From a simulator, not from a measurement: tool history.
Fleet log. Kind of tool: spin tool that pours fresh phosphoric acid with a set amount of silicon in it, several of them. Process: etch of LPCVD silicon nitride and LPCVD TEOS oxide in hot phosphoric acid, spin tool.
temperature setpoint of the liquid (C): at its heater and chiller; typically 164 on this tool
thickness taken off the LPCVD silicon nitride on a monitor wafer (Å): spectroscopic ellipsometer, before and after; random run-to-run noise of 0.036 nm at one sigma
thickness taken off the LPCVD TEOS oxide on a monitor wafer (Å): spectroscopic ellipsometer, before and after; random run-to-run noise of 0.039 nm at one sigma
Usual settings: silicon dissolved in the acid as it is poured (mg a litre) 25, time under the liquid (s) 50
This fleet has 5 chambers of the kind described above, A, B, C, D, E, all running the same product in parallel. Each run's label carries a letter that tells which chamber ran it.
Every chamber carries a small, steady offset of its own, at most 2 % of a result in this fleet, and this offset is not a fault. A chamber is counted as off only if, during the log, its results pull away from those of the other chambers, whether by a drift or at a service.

run	hour	temperature setpoint of the liquid (C)	silicon dissolved in the acid as it is poured (mg a litre)	time under the liquid (s)	read-back film thickness of the LPCVD silicon nitride reference wafer, read on the same gauge (nm)	read-back film thickness of the LPCVD TEOS oxide reference wafer, read on the same gauge (nm)	thickness taken off the LPCVD silicon nitride on a monitor wafer (Å)	thickness taken off the LPCVD TEOS oxide on a monitor wafer (Å)
1A	7.1	164	25	50	90.021	70.014	51.59	1.4731
2E	10.9	164	25	50	89.987	70.01	52.118	1.2725
# hour 12.3: chamber A: heated supply line repaired
3D	15.1	164	25	50	89.992	70.015	51.169	1.5254
4B	19.6	164	25	50	89.974	69.995	51.054	0.66713
5C	24.4	164	25	50	89.981	69.996	51.291	0.50106
6D	31.1	164	25	50	90.04	70	51.459	1.0872
7E	39.3	164	25	50	90.003	69.993	51.96	1.176
8A	46.7	164	31.5	40	89.995	69.997	41.299	0.61535
9B	52.6	164	31.5	40	89.994	70.027	41.858	1.1016
10C	61.1	164	31.5	40	89.972	69.98	41.058	0.87112
11E	67.3	164	31.5	40	90.018	70.011	41.161	0.71988
12A	72.9	164	31.5	40	89.985	70.001	40.935	0.40263
13C	78.3	164	25	50	89.999	69.977	51.351	0.85701
14D	86.7	164	25	50	90	70.011	51.354	1.7794
# hour 92.3: chamber C: dissolved silicon flow meter replaced
15B	94	164	25	50	90	69.985	51.165	1.4423
16A	101.1	164	25	50	90.003	70.016	51.606	1.2065
17D	105.5	164	25	50	89.998	70.001	51.435	1.0179
18E	112	167	13	50	90.019	69.984	57.728	1.814
19B	120.6	167	13	50	90.011	69.994	57.154	3.606
20C	124.6	167	13	50	89.976	70.002	57.42	2.4627
21C	132.7	167	13	50	89.971	70.006	57.07	2.2557
22D	140.5	167	13	50	90.02	69.97	56.851	2.1297
23A	146.8	164	25	50	90.007	70.032	51.2	1.1953
24E	153.1	164	25	50	90.006	69.998	51.858	1.3329
25B	158.7	164	25	50	90.013	69.995	51.377	1.2597
26A	163.1	164	25	50	90.014	69.977	51.665	1.0444
27D	170.5	164	25	50	89.993	69.99	51.491	1.0454
28E	176.6	164	25	50	89.943	70.021	51.784	1.1835
29B	183.2	164	41.5	30	89.988	70.016	30.635	0.18045
30C	188.7	164	41.5	30	89.994	69.962	30.843	0.28118
31D	194	164	41.5	30	90.045	69.978	30.95	0.3418
32A	200.6	164	41.5	30	90.035	69.987	31.142	0.19074

Next, all 5 chambers run the settings below, one line each with question marks for the results. What does each chamber give?
33A	206.8	164	25	50			?	?
33B	206.8	164	25	50			?	?
33C	206.8	164	25	50			?	?
33D	206.8	164	25	50			?	?
33E	206.8	164	25	50			?	?

run	thickness taken off the LPCVD silicon nitride on a monitor wafer (Å)	thickness taken off the LPCVD TEOS oxide on a monitor wafer (Å)
33A	51.386	1.1876
33B	51.316	0.54046
33C	51.398	0.72117
33D	51.504	0.48842
33E	52.069	0.72205
